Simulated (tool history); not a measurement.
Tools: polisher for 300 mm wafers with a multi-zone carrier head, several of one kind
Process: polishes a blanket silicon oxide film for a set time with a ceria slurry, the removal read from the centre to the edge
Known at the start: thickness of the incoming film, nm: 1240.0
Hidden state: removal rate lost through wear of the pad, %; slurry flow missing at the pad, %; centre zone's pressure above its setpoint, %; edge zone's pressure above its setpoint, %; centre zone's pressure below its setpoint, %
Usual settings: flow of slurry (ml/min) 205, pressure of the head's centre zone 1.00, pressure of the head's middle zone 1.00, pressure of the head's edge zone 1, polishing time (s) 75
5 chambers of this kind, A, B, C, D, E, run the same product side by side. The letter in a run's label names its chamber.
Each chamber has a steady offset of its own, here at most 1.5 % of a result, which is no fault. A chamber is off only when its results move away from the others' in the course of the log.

| run | hour | flow of slurry (ml/min) | pressure of the head's centre zone | pressure of the head's middle zone | pressure of the head's edge zone | polishing time (s) | wafers polished on this pad | hours since the slurry nozzle was cleaned | hours since the centre zone pressure was calibrated | hours since the edge zone pressure was calibrated | film removed at the wafer's centre (Å) | film removed at mid-radius (Å) | film removed at the wafer's edge (Å) |
|---|---|---|---|---|---|---|---|---|---|---|---|---|---|
| 1A | 4.2 | 205 | 1.00 | 1.00 | 1 | 75 | 752 | 305.3 | 422.4 | 861.7 | 3342.2 | 3362.5 | 3272.2 |
| 2C | 10.1 | 205 | 1.00 | 1.00 | 1 | 75 | 509 | 304.1 | 386.5 | 363.0 | 3315.0 | 3239.8 | 3274.8 |
|  | 13.3 | chamber B: worn pad replaced by a new one |
|  | 14.2 | chamber A: centre zone pressure recalibrated |
| 3D | 16.6 | 205 | 1.00 | 1.00 | 1 | 75 | 1001 | 244.6 | 732.5 | 616.5 | 3256.8 | 3318.8 | 3353.1 |
| 4E | 21.7 | 205 | 1.00 | 1.00 | 1 | 75 | 916 | 127.1 | 313.6 | 515.5 | 3402.3 | 3291.4 | 3349.4 |
| 5B | 25.4 | 205 | 1.00 | 1.00 | 1 | 75 | 126 | 356.3 | 73.7 | 639.4 | 3256.1 | 3332.1 | 3331.0 |
| 6E | 29.2 | 205 | 1.00 | 1.00 | 1 | 75 | 994 | 134.6 | 321.1 | 523.0 | 3368.5 | 3300.9 | 3248.7 |
|  | 32.5 | chamber C: worn pad replaced by a new one |
| 7D | 33.5 | 205 | 1.00 | 1.00 | 1 | 75 | 1177 | 261.5 | 749.4 | 633.4 | 3348.6 | 3339.9 | 3410.8 |
| 8A | 37.8 | 205 | 1.00 | 1.00 | 1 | 75 | 1102 | 338.9 | 23.6 | 895.3 | 3298.7 | 3379.0 | 3348.2 |
|  | 40.6 | chamber B: slurry nozzle cleaned |
| 9C | 43.0 | 205 | 1.00 | 1.00 | 1 | 75 | 109 | 337.0 | 419.4 | 395.9 | 3322.4 | 3353.7 | 3361.7 |
|  | 46.0 | chamber E: worn pad replaced by a new one |
| 10B | 48.5 | 205 | 1.00 | 1.00 | 1 | 75 | 367 | 8.0 | 96.8 | 662.5 | 3275.1 | 3382.4 | 3275.1 |
| 11B | 51.8 | 205 | 1.00 | 1.00 | 1 | 75 | 401 | 11.3 | 100.1 | 665.8 | 3295.6 | 3318.0 | 3344.3 |
| 12E | 55.8 | 205 | 1.00 | 1.00 | 1 | 75 | 102 | 161.2 | 347.7 | 549.6 | 3292.0 | 3321.4 | 3280.8 |
|  | 60.5 | chamber D: worn pad replaced by a new one |
| 13A | 60.7 | 205 | 1.00 | 1.00 | 1 | 75 | 1340 | 361.8 | 46.5 | 918.2 | 3298.7 | 3417.1 | 3277.7 |
| 14D | 67.3 | 205 | 1.00 | 1.00 | 1 | 75 | 70 | 295.3 | 783.2 | 667.2 | 3228.4 | 3295.6 | 3277.8 |
| 15C | 72.6 | 205 | 1.00 | 1.00 | 1 | 75 | 417 | 366.6 | 449.0 | 425.5 | 3203.2 | 3241.4 | 3285.7 |
| 16D | 78.8 | 205 | 1.00 | 1.00 | 1 | 75 | 190 | 306.8 | 794.7 | 678.7 | 3306.4 | 3296.5 | 3344.9 |
| 17A | 83.3 | 205 | 1.00 | 1.00 | 1 | 75 | 1575 | 384.4 | 69.1 | 940.8 | 3351.1 | 3316.3 | 3313.6 |
|  | 86.3 | chamber A: worn pad replaced by a new one |
| 18C | 89.2 | 205 | 1.00 | 1.00 | 1 | 75 | 590 | 383.2 | 465.6 | 442.1 | 3239.6 | 3250.9 | 3242.9 |
| 19E | 96.5 | 205 | 1.00 | 1.00 | 1 | 75 | 525 | 201.9 | 388.4 | 590.3 | 3346.2 | 3304.8 | 3330.8 |
|  | 98.8 | chamber C: worn pad replaced by a new one |
| 20B | 103.4 | 205 | 1.00 | 1.00 | 1 | 75 | 938 | 62.9 | 151.7 | 717.4 | 3248.2 | 3321.7 | 3304.4 |
| 21E | 109.8 | 205 | 1.00 | 1.00 | 1 | 75 | 664 | 215.2 | 401.7 | 603.6 | 3291.5 | 3279.4 | 3323.4 |
| 22B | 116.1 | 205 | 1.00 | 1.00 | 1 | 75 | 1070 | 75.6 | 164.4 | 730.1 | 3269.9 | 3286.3 | 3272.0 |
| 23C | 121.6 | 205 | 1.00 | 0.95 | 1 | 63 | 237 | 415.6 | 498.0 | 474.5 | 2626.0 | 2577.7 | 2834.3 |
| 24D | 127.1 | 205 | 1.00 | 0.95 | 1 | 63 | 693 | 355.1 | 843.0 | 727.0 | 2791.1 | 2598.9 | 2783.6 |
| 25A | 130.4 | 205 | 1.00 | 0.95 | 1 | 63 | 459 | 431.5 | 116.2 | 987.9 | 2826.7 | 2653.2 | 2747.7 |
| 26A | 137.4 | 205 | 1.00 | 0.95 | 1 | 63 | 532 | 438.5 | 123.2 | 994.9 | 2789.6 | 2718.7 | 2788.5 |
|  | 139.3 | chamber B: worn pad replaced by a new one |
| 27D | 143.8 | 205 | 1.00 | 0.95 | 1 | 63 | 867 | 371.8 | 859.7 | 743.7 | 2727.5 | 2596.5 | 2729.5 |
| 28C | 149.8 | 205 | 1.00 | 1.00 | 1 | 75 | 530 | 443.8 | 526.2 | 502.7 | 3186.8 | 3237.2 | 3173.4 |
| 29E | 155.7 | 205 | 1.00 | 1.00 | 1 | 75 | 1142 | 261.1 | 447.6 | 649.5 | 3376.5 | 3313.6 | 3262.1 |
|  | 161.6 | chamber E: worn pad replaced by a new one |
|  | 161.9 | chamber C: worn pad replaced by a new one |
| 30B | 162.1 | 205 | 1.00 | 1.00 | 1 | 75 | 238 | 121.6 | 210.4 | 776.1 | 3248.3 | 3393.4 | 3254.9 |
| 31E | 167.2 | 205 | 1.00 | 1.00 | 1 | 75 | 58 | 272.6 | 459.1 | 661.0 | 3403.2 | 3287.6 | 3310.5 |
| 32A | 170.4 | 205 | 1.00 | 1.00 | 1 | 75 | 876 | 471.5 | 156.2 | 1027.9 | 3381.2 | 3386.8 | 3340.4 |
| 33C | 174.3 | 205 | 1.00 | 1.00 | 1 | 75 | 129 | 468.3 | 550.7 | 527.2 | 3133.3 | 3078.8 | 3151.7 |
| 34D | 180.0 | 205 | 1.00 | 1.00 | 1 | 75 | 1243 | 408.0 | 895.9 | 779.9 | 3284.7 | 3303.8 | 3283.6 |
| 35B | 184.3 | 205 | 1.00 | 1.00 | 1 | 75 | 469 | 143.8 | 232.6 | 798.3 | 3295.6 | 3296.4 | 3250.6 |
| 36C | 190.7 | 205 | 1.00 | 1.00 | 1 | 75 | 299 | 484.7 | 567.1 | 543.6 | 3157.3 | 3102.3 | 3165.2 |
| 37A | 194.0 | 205 | 1.00 | 1.00 | 1 | 75 | 1122 | 495.1 | 179.8 | 1051.5 | 3320.9 | 3410.8 | 3393.8 |
| 38E | 200.7 | 205 | 1.00 | 1.00 | 1 | 75 | 407 | 306.1 | 492.6 | 694.5 | 3298.1 | 3320.8 | 3295.6 |
| 39D | 205.6 | 205 | 0.94 | 1.00 | 1 | 75 | 1510 | 433.6 | 921.5 | 805.5 | 3056.6 | 3301.7 | 3336.9 |
| 40B | 211.3 | 205 | 0.94 | 1.00 | 1 | 75 | 750 | 170.8 | 259.6 | 825.3 | 3077.4 | 3319.4 | 3228.4 |

Next, every chamber runs the same settings. What will each give?
| 41A | 216.7 | 205 | 1.00 | 1.00 | 1 | 75 |  |  |  |  | ? | ? | ? |
| 41B | 216.7 | 205 | 1.00 | 1.00 | 1 | 75 |  |  |  |  | ? | ? | ? |
| 41C | 216.7 | 205 | 1.00 | 1.00 | 1 | 75 |  |  |  |  | ? | ? | ? |
| 41D | 216.7 | 205 | 1.00 | 1.00 | 1 | 75 |  |  |  |  | ? | ? | ? |
| 41E | 216.7 | 205 | 1.00 | 1.00 | 1 | 75 |  |  |  |  | ? | ? | ? |

| run | film removed at the wafer's centre (Å) | film removed at mid-radius (Å) | film removed at the wafer's edge (Å) |
|---|---|---|---|
| 41A | 3292.8 | 3378.2 | 3412.2 |
| 41B | 3242.7 | 3341.3 | 3280.0 |
| 41C | 3000.5 | 2989.9 | 3122.4 |
| 41D | 3265.5 | 3267.0 | 3308.4 |
| 41E | 3357.5 | 3332.8 | 3326.8 |
